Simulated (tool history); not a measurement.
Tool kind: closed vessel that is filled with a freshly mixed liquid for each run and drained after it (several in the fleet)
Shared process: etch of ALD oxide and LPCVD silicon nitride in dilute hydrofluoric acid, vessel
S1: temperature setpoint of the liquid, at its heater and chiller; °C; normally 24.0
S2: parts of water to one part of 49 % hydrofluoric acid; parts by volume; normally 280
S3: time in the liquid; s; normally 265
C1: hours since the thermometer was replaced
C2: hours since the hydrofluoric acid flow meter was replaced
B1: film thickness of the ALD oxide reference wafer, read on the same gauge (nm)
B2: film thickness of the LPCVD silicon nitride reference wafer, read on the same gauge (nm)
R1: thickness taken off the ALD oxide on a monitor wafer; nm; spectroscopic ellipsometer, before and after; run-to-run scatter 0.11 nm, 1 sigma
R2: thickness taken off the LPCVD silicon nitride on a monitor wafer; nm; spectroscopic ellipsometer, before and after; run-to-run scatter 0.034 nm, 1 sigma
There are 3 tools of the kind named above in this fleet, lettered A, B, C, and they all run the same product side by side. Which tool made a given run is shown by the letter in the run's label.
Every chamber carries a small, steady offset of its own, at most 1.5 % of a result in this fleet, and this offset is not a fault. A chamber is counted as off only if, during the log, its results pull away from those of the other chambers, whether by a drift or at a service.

| run | day | S1 | S2 | S3 | C1 | C2 | B1 | B2 | R1 | R2 |
|---|---|---|---|---|---|---|---|---|---|---|
| 1C | 0.408 | 24.0 | 280 | 265 | 647.7 | 601.2 | 70.009 | 69.998 | 12.0760 | 0.45264 |
| 2A | 0.942 | 24.0 | 280 | 265 | 484.5 | 1217.8 | 70.016 | 70.001 | 11.9200 | 0.46141 |
| 3B | 1.292 | 24.0 | 280 | 265 | 643.2 | 1019.9 | 69.994 | 69.993 | 11.8890 | 0.52934 |
| 4A | 1.812 | 24.0 | 280 | 265 | 505.4 | 1238.7 | 69.997 | 69.999 | 11.7070 | 0.39129 |
| 5B | 2.300 | 24.0 | 280 | 265 | 667.4 | 1044.1 | 70.003 | 69.992 | 11.8980 | 0.44593 |
|  | 2.508 | chamber B: hydrofluoric acid flow meter replaced |
| 6C | 2.808 | 24.0 | 280 | 265 | 705.3 | 658.8 | 69.981 | 70.004 | 12.1540 | 0.45526 |
| 7C | 3.179 | 24.0 | 280 | 265 | 714.2 | 667.7 | 69.999 | 69.983 | 12.1220 | 0.45659 |
| 8B | 3.583 | 24.0 | 280 | 265 | 698.2 | 25.9 | 70.000 | 70.004 | 11.7410 | 0.42869 |
| 9A | 3.933 | 24.0 | 280 | 265 | 556.3 | 1289.6 | 69.996 | 70.002 | 11.7410 | 0.42650 |
| 10A | 4.221 | 24.0 | 280 | 265 | 563.2 | 1296.5 | 69.994 | 70.024 | 11.7690 | 0.45677 |
| 11C | 4.712 | 24.0 | 280 | 265 | 751.0 | 704.5 | 70.003 | 69.976 | 12.0920 | 0.47700 |
| 12B | 5.246 | 24.0 | 280 | 265 | 738.1 | 65.8 | 69.994 | 69.983 | 11.8410 | 0.44702 |
| 13B | 5.838 | 24.0 | 280 | 265 | 752.3 | 80.0 | 69.999 | 69.974 | 11.8160 | 0.44156 |
| 14C | 6.425 | 24.0 | 280 | 265 | 792.1 | 745.6 | 69.989 | 70.006 | 11.9220 | 0.45644 |
| 15A | 6.867 | 24.0 | 280 | 265 | 626.7 | 1360.0 | 69.999 | 69.992 | 11.9660 | 0.46141 |
| 16C | 7.212 | 24.0 | 280 | 265 | 811.0 | 764.5 | 69.988 | 70.051 | 12.0670 | 0.45317 |
| 17A | 7.550 | 24.0 | 280 | 265 | 643.1 | 1376.4 | 69.981 | 69.979 | 12.1810 | 0.48367 |
| 18B | 7.942 | 24.0 | 280 | 265 | 802.8 | 130.5 | 70.001 | 70.006 | 11.7290 | 0.41062 |
| 19B | 8.212 | 24.0 | 280 | 265 | 809.3 | 137.0 | 69.994 | 69.998 | 11.7810 | 0.49530 |
| 20C | 8.538 | 24.0 | 280 | 265 | 842.8 | 796.3 | 69.994 | 69.973 | 11.8160 | 0.43573 |
|  | 8.992 | chamber B: thermometer replaced |
| 21A | 9.021 | 24.0 | 280 | 265 | 678.4 | 1411.7 | 69.983 | 69.980 | 12.4450 | 0.45884 |
| 22C | 9.454 | 24.0 | 280 | 265 | 864.8 | 818.3 | 70.007 | 69.997 | 12.0670 | 0.43754 |
| 23B | 10.017 | 24.0 | 280 | 265 | 24.7 | 180.3 | 70.017 | 69.996 | 11.7900 | 0.47516 |
| 24A | 10.492 | 24.0 | 280 | 265 | 713.7 | 1447.0 | 70.010 | 69.984 | 12.2940 | 0.43439 |
| 25C | 11.029 | 24.0 | 280 | 265 | 902.6 | 856.1 | 70.004 | 70.021 | 11.9590 | 0.48544 |
| 26A | 11.354 | 24.0 | 280 | 265 | 734.4 | 1467.7 | 70.012 | 70.011 | 12.2390 | 0.47752 |
| 27B | 11.838 | 24.0 | 280 | 265 | 68.4 | 224.0 | 69.993 | 69.970 | 11.8530 | 0.46460 |
| 28B | 12.183 | 24.0 | 280 | 265 | 76.7 | 232.3 | 70.000 | 69.999 | 11.8570 | 0.39805 |
| 29A | 12.712 | 24.0 | 280 | 265 | 767.0 | 1500.3 | 69.992 | 69.992 | 12.5150 | 0.54745 |
| 30C | 13.262 | 20.0 | 335 | 265 | 956.2 | 909.7 | 70.013 | 70.011 | 8.2609 | 0.29313 |
| 31C | 13.704 | 20.0 | 335 | 265 | 966.8 | 920.3 | 69.996 | 69.962 | 8.3021 | 0.29431 |
| 32A | 14.075 | 20.0 | 335 | 265 | 799.7 | 1533.0 | 70.016 | 69.982 | 8.7922 | 0.33594 |
| 33B | 14.375 | 24.0 | 280 | 265 | 129.3 | 284.9 | 70.007 | 70.042 | 11.7180 | 0.44204 |
| 34A | 14.971 | 20.0 | 195 | 265 | 821.2 | 1554.5 | 70.001 | 70.015 | 17.0590 | 0.52037 |
| 35B | 15.425 | 20.0 | 195 | 265 | 154.5 | 310.1 | 70.008 | 69.969 | 15.9730 | 0.53805 |
| 36C | 15.742 | 20.0 | 195 | 265 | 1015.7 | 969.2 | 69.999 | 70.047 | 16.1980 | 0.50068 |
| 37B | 16.225 | 24.0 | 280 | 115 | 173.7 | 329.3 | 70.013 | 69.991 | 5.1401 | 0.17437 |
| 38C | 16.500 | 24.0 | 280 | 115 | 1033.9 | 987.4 | 70.007 | 70.011 | 5.1323 | 0.18580 |
| 39A | 17.046 | 24.0 | 280 | 115 | 871.0 | 1604.3 | 69.994 | 70.021 | 5.5777 | 0.21134 |
| 40C | 17.588 | 24.0 | 280 | 265 | 1060.0 | 1013.5 | 70.008 | 69.958 | 12.0080 | 0.45639 |
| 41A | 18.154 | 24.0 | 280 | 265 | 897.6 | 1630.9 | 70.000 | 69.996 | 12.9340 | 0.55277 |
| 42B | 18.488 | 24.0 | 280 | 265 | 228.0 | 383.6 | 70.003 | 70.018 | 11.6250 | 0.43933 |

Next, all 3 chambers run the settings below, one line each with question marks for the results. What does each chamber give?
| 43A | 18.925 | 22.5 | 280 | 265 |  |  |  |  | ? | ? |
| 43B | 18.925 | 22.5 | 280 | 265 |  |  |  |  | ? | ? |
| 43C | 18.925 | 22.5 | 280 | 265 |  |  |  |  | ? | ? |

| run | R1 | R2 |
|---|---|---|
| 43A | 12.2220 | 0.44825 |
| 43B | 11.0910 | 0.47572 |
| 43C | 11.2850 | 0.42899 |

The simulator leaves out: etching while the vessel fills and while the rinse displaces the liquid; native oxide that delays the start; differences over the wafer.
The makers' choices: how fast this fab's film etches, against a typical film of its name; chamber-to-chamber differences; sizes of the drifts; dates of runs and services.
